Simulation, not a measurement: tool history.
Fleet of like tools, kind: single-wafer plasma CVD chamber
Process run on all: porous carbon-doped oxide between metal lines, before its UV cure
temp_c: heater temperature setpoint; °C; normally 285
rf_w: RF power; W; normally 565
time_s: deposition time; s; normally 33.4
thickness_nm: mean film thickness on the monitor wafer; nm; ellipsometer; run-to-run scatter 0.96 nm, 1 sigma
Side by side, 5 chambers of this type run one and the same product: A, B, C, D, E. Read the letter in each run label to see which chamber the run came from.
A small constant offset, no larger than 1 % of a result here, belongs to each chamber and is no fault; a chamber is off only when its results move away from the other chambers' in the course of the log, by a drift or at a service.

| run | hour | temp_c | rf_w | time_s | hours since the last thermocouple change | hours since the last RF generator calibration | read-back reference wafer on the same gauge, thickness_nm | thickness_nm |
|---|---|---|---|---|---|---|---|---|
| 1B | 13.3 | 285 | 565 | 33.4 | 652.7 | 1235.1 | 200.97 | 212.94 |
| 2E | 21.1 | 285 | 565 | 33.4 | 524.1 | 1613.7 | 200.82 | 214.81 |
| 3A | 35.8 | 285 | 565 | 33.4 | 240.9 | 803.8 | 201.20 | 215.22 |
| 4C | 42.8 | 285 | 565 | 33.4 | 1946.5 | 679.3 | 200.95 | 212.18 |
| 5D | 49.2 | 285 | 565 | 33.4 | 228.3 | 391.0 | 201.08 | 215.20 |
| 6E | 56.9 | 285 | 565 | 33.4 | 559.9 | 1649.5 | 201.22 | 214.52 |
| 7D | 67.1 | 285 | 565 | 33.4 | 246.2 | 408.9 | 200.80 | 212.63 |
| 8A | 78.1 | 285 | 565 | 33.4 | 283.2 | 846.1 | 200.92 | 214.62 |
| 9B | 91.2 | 285 | 565 | 33.4 | 730.6 | 1313.0 | 201.08 | 212.27 |
| 10C | 100.3 | 285 | 565 | 33.4 | 2004.0 | 736.8 | 200.97 | 213.79 |
| 11A | 111.0 | 285 | 565 | 33.4 | 316.1 | 879.0 | 201.05 | 214.61 |
| 12C | 125.7 | 285 | 565 | 27.4 | 2029.4 | 762.2 | 200.89 | 175.53 |
| 13B | 136.2 | 285 | 565 | 27.4 | 775.6 | 1358.0 | 200.89 | 175.76 |
| 14D | 147.6 | 285 | 565 | 27.4 | 326.7 | 489.4 | 200.83 | 175.93 |
| 15E | 158.3 | 285 | 565 | 27.4 | 661.3 | 1750.9 | 200.79 | 174.81 |
| 16B | 170.8 | 285 | 565 | 27.4 | 810.2 | 1392.6 | 200.93 | 176.39 |
| 17D | 178.5 | 280 | 495 | 33.4 | 357.6 | 520.3 | 201.04 | 201.87 |
| 18E | 190.0 | 280 | 495 | 33.4 | 693.0 | 1782.6 | 200.95 | 200.02 |
| 19A | 204.7 | 280 | 495 | 33.4 | 409.8 | 972.7 | 201.01 | 202.77 |
| 20C | 212.5 | 280 | 495 | 33.4 | 2116.2 | 849.0 | 201.01 | 200.98 |
| 21D | 221.8 | 280 | 495 | 33.4 | 400.9 | 563.6 | 200.92 | 202.32 |
|  | 234.5 | chamber B: RF generator calibrated |
| 22C | 235.5 | 285 | 565 | 33.4 | 2139.2 | 872.0 | 200.91 | 210.94 |
|  | 240.9 | chamber C: RF generator calibrated |
| 23A | 245.5 | 285 | 565 | 33.4 | 450.6 | 1013.5 | 200.84 | 215.59 |
| 24B | 259.3 | 285 | 565 | 33.4 | 898.7 | 24.8 | 200.82 | 213.08 |
| 25E | 271.7 | 271 | 565 | 33.4 | 774.7 | 1864.3 | 201.13 | 229.53 |
| 26D | 282.0 | 271 | 565 | 33.4 | 461.1 | 623.8 | 200.89 | 234.31 |
| 27B | 291.7 | 271 | 565 | 33.4 | 931.1 | 57.2 | 201.34 | 234.28 |
| 28C | 300.5 | 271 | 565 | 33.4 | 2204.2 | 59.6 | 200.62 | 230.59 |
| 29E | 312.8 | 271 | 565 | 33.4 | 815.8 | 1905.4 | 201.22 | 228.64 |
| 30A | 322.6 | 285 | 630 | 33.4 | 527.7 | 1090.6 | 200.93 | 231.09 |
| 31C | 337.3 | 285 | 630 | 33.4 | 2241.0 | 96.4 | 200.95 | 228.50 |
| 32B | 352.0 | 285 | 630 | 33.4 | 991.4 | 117.5 | 201.14 | 228.17 |
| 33D | 360.3 | 285 | 630 | 33.4 | 539.4 | 702.1 | 200.92 | 229.57 |
| 34E | 368.1 | 285 | 630 | 33.4 | 871.1 | 1960.7 | 201.01 | 223.97 |
| 35A | 382.4 | 298 | 565 | 33.4 | 587.5 | 1150.4 | 201.10 | 198.75 |
| 36E | 394.6 | 298 | 565 | 33.4 | 897.6 | 1987.2 | 201.08 | 191.75 |
| 37B | 401.6 | 298 | 565 | 33.4 | 1041.0 | 167.1 | 200.98 | 196.39 |
| 38C | 409.2 | 298 | 565 | 33.4 | 2312.9 | 168.3 | 201.12 | 195.94 |
| 39A | 423.7 | 298 | 565 | 33.4 | 628.8 | 1191.7 | 200.94 | 200.64 |
| 40D | 432.1 | 285 | 565 | 33.4 | 611.2 | 773.9 | 200.97 | 213.42 |
| 41D | 446.1 | 285 | 565 | 33.4 | 625.2 | 787.9 | 201.02 | 214.52 |
| 42E | 456.4 | 285 | 565 | 33.4 | 959.4 | 2049.0 | 200.87 | 205.25 |

All chambers now run identical settings, listed one chamber a line with results as question marks. What results will each chamber show?
| 43A | 467.0 | 285 | 565 | 33.4 |  |  |  | ? |
| 43B | 467.0 | 285 | 565 | 33.4 |  |  |  | ? |
| 43C | 467.0 | 285 | 565 | 33.4 |  |  |  | ? |
| 43D | 467.0 | 285 | 565 | 33.4 |  |  |  | ? |
| 43E | 467.0 | 285 | 565 | 33.4 |  |  |  | ? |

| run | thickness_nm |
|---|---|
| 43A | 214.17 |
| 43B | 211.85 |
| 43C | 213.40 |
| 43D | 214.58 |
| 43E | 204.34 |
